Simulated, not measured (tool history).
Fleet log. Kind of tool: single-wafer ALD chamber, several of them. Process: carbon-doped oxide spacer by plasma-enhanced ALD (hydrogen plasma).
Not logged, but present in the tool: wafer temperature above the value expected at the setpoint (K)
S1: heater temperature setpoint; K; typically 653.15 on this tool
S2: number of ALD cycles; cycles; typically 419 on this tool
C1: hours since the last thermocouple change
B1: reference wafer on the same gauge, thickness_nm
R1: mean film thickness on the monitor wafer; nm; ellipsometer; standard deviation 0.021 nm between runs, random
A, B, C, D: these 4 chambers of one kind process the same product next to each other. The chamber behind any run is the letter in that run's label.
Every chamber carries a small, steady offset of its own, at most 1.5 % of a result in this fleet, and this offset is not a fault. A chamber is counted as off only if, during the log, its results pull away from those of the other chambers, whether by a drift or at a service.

run 1D hour=6.2 | S1=653.15 S2=419 | C1=1557.7 | B1=23.900 | R1=21.019
run 2B hour=13.3 | S1=653.15 S2=419 | C1=885.9 | B1=23.894 | R1=20.878
run 3C hour=22.9 | S1=653.15 S2=419 | C1=613.6 | B1=23.887 | R1=21.019
run 4A hour=31.9 | S1=653.15 S2=419 | C1=297.3 | B1=23.882 | R1=21.202
run 5A hour=38.8 | S1=653.15 S2=419 | C1=304.2 | B1=23.889 | R1=21.208
run 6D hour=44.5 | S1=653.15 S2=419 | C1=1596.0 | B1=23.888 | R1=21.009
run 7B hour=50.1 | S1=659.15 S2=419 | C1=922.7 | B1=23.887 | R1=20.893
run 8C hour=59.3 | S1=659.15 S2=419 | C1=650.0 | B1=23.883 | R1=20.995
run 9D hour=65.2 | S1=659.15 S2=419 | C1=1616.7 | B1=23.881 | R1=20.980
run 10A hour=70.6 | S1=659.15 S2=419 | C1=336.0 | B1=23.867 | R1=21.175
run 11B hour=78.2 | S1=653.15 S2=419 | C1=950.8 | B1=23.866 | R1=20.923
run 12C hour=82.4 | S1=653.15 S2=419 | C1=673.1 | B1=23.865 | R1=21.003
run 13D hour=91.3 | S1=664.15 S2=455 | C1=1642.8 | B1=23.866 | R1=22.746
run 14C hour=96.8 | S1=664.15 S2=455 | C1=687.5 | B1=23.861 | R1=22.828
run 15B hour=105.5 | S1=664.15 S2=455 | C1=978.1 | B1=23.856 | R1=22.679
run 16A hour=113.7 | S1=664.15 S2=455 | C1=379.1 | B1=23.851 | R1=23.014
run 17C hour=122.4 | S1=648.15 S2=419 | C1=713.1 | B1=23.847 | R1=21.034
run 18B hour=126.9 | S1=648.15 S2=419 | C1=999.5 | B1=23.847 | R1=20.854
run 19A hour=133.1 | S1=648.15 S2=419 | C1=398.5 | B1=23.842 | R1=21.172
run 20D hour=140.5 | S1=648.15 S2=419 | C1=1692.0 | B1=23.836 | R1=20.971
run 21D hour=149.1 | S1=653.15 S2=419 | C1=1700.6 | B1=23.837 | R1=20.977
run 22B hour=156.0 | S1=659.15 S2=354 | C1=1028.6 | B1=23.832 | R1=17.643
run 23C hour=161.5 | S1=659.15 S2=354 | C1=752.2 | B1=23.826 | R1=17.740
run 24A hour=169.3 | S1=659.15 S2=354 | C1=434.7 | B1=23.828 | R1=17.867
run 25D hour=175.1 | S1=659.15 S2=354 | C1=1726.6 | B1=23.828 | R1=17.728
-- hour=184.2 chamber D: thermocouple changed; heater temperature recalibrated
run 26C hour=184.2 | S1=653.15 S2=419 | C1=774.9 | B1=23.827 | R1=20.958
run 27A hour=189.6 | S1=653.15 S2=419 | C1=455.0 | B1=23.821 | R1=21.172
run 28B hour=198.8 | S1=653.15 S2=488 | C1=1071.4 | B1=23.821 | R1=24.291
run 29D hour=205.7 | S1=653.15 S2=488 | C1=21.5 | B1=23.819 | R1=24.402
run 30C hour=212.5 | S1=653.15 S2=488 | C1=803.2 | B1=23.811 | R1=24.399
run 31B hour=221.0 | S1=653.15 S2=488 | C1=1093.6 | B1=23.803 | R1=24.294
run 32A hour=225.7 | S1=653.15 S2=419 | C1=491.1 | B1=23.800 | R1=21.145
run 33D hour=230.1 | S1=653.15 S2=419 | C1=45.9 | B1=23.807 | R1=20.927

Does one chamber stand apart from the rest, does the shared gauge drift, or is all well apart from small per-chamber offsets? Give the chamber and the most likely cause, where there is one.

The shared gauge is drifting. All chambers look as if they move in step, but none is off.
What lies behind it: gauge reads low (%) = 0.421.

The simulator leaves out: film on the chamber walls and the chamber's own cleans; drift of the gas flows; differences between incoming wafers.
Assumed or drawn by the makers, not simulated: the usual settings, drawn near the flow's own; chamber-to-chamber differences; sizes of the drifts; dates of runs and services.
